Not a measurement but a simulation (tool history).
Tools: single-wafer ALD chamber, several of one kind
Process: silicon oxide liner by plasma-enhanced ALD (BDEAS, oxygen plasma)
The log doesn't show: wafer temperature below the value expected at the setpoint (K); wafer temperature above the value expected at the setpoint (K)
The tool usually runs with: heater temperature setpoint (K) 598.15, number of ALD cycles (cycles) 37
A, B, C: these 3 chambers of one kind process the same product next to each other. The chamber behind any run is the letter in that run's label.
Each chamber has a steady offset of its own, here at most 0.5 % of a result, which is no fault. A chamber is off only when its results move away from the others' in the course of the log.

| run | hour | heater temperature setpoint (K) | number of ALD cycles (cycles) | hours since the last thermocouple change | read-back reference wafer on the same gauge, thickness_nm | mean film thickness on the monitor wafer (angstrom) |
|---|---|---|---|---|---|---|
| 1A | 3.8 | 598.15 | 37 | 2292.6 | 3.2824 | 33.400 |
| 2C | 7.2 | 598.15 | 37 | 326.5 | 3.2853 | 33.129 |
| 3B | 11.0 | 598.15 | 37 | 1932.9 | 3.2779 | 32.877 |
| 4C | 14.5 | 598.15 | 37 | 333.8 | 3.2812 | 33.190 |
| 5A | 17.8 | 598.15 | 37 | 2306.6 | 3.2790 | 33.562 |
| 6B | 21.1 | 598.15 | 37 | 1943.0 | 3.2779 | 33.137 |
| 7B | 23.8 | 598.15 | 37 | 1945.7 | 3.2783 | 33.036 |
| 8C | 28.3 | 598.15 | 37 | 347.6 | 3.2770 | 33.213 |
| 9A | 33.2 | 598.15 | 37 | 2322.0 | 3.2805 | 33.614 |
| 10A | 37.0 | 598.15 | 37 | 2325.8 | 3.2776 | 33.593 |
| 11C | 41.3 | 598.15 | 37 | 360.6 | 3.2795 | 33.208 |
| 12B | 44.9 | 598.15 | 37 | 1966.8 | 3.2822 | 33.238 |
| 13A | 48.6 | 598.15 | 37 | 2337.4 | 3.2788 | 33.351 |
| 14C | 52.1 | 598.15 | 37 | 371.4 | 3.2781 | 33.328 |
| 15B | 55.8 | 598.15 | 37 | 1977.7 | 3.2807 | 33.273 |
| 16C | 59.7 | 586.15 | 30 | 379.0 | 3.2788 | 27.434 |
| 17B | 63.9 | 586.15 | 30 | 1985.8 | 3.2786 | 27.320 |
| 18A | 68.0 | 586.15 | 30 | 2356.8 | 3.2805 | 27.776 |
| 19A | 70.6 | 598.15 | 37 | 2359.4 | 3.2800 | 33.289 |
| 20C | 75.4 | 583.15 | 40 | 394.7 | 3.2791 | 36.608 |
| 21B | 78.1 | 583.15 | 40 | 2000.0 | 3.2811 | 36.611 |
| 22A | 81.3 | 583.15 | 40 | 2370.1 | 3.2815 | 37.218 |
| 23C | 86.3 | 598.15 | 37 | 405.6 | 3.2805 | 33.374 |
| 24B | 90.1 | 598.15 | 37 | 2012.0 | 3.2781 | 33.146 |
| 25C | 92.7 | 598.15 | 37 | 412.0 | 3.2800 | 33.144 |
| 26A | 95.4 | 598.15 | 37 | 2384.2 | 3.2797 | 33.538 |
| 27B | 98.0 | 598.15 | 37 | 2019.9 | 3.2811 | 33.472 |
| 28C | 100.6 | 605.15 | 43 | 419.9 | 3.2801 | 38.125 |
| 29B | 105.3 | 605.15 | 43 | 2027.2 | 3.2791 | 38.344 |
| 30A | 108.2 | 605.15 | 43 | 2397.0 | 3.2778 | 38.777 |
| 31A | 111.5 | 598.15 | 37 | 2400.3 | 3.2804 | 33.325 |

Is one chamber off against the others, does the gauge drift, or is nothing wrong? If a chamber is off, say which, and what the likeliest cause is.

The fleet is healthy, with each chamber sitting at its usual small offset and no drift in the gauge.
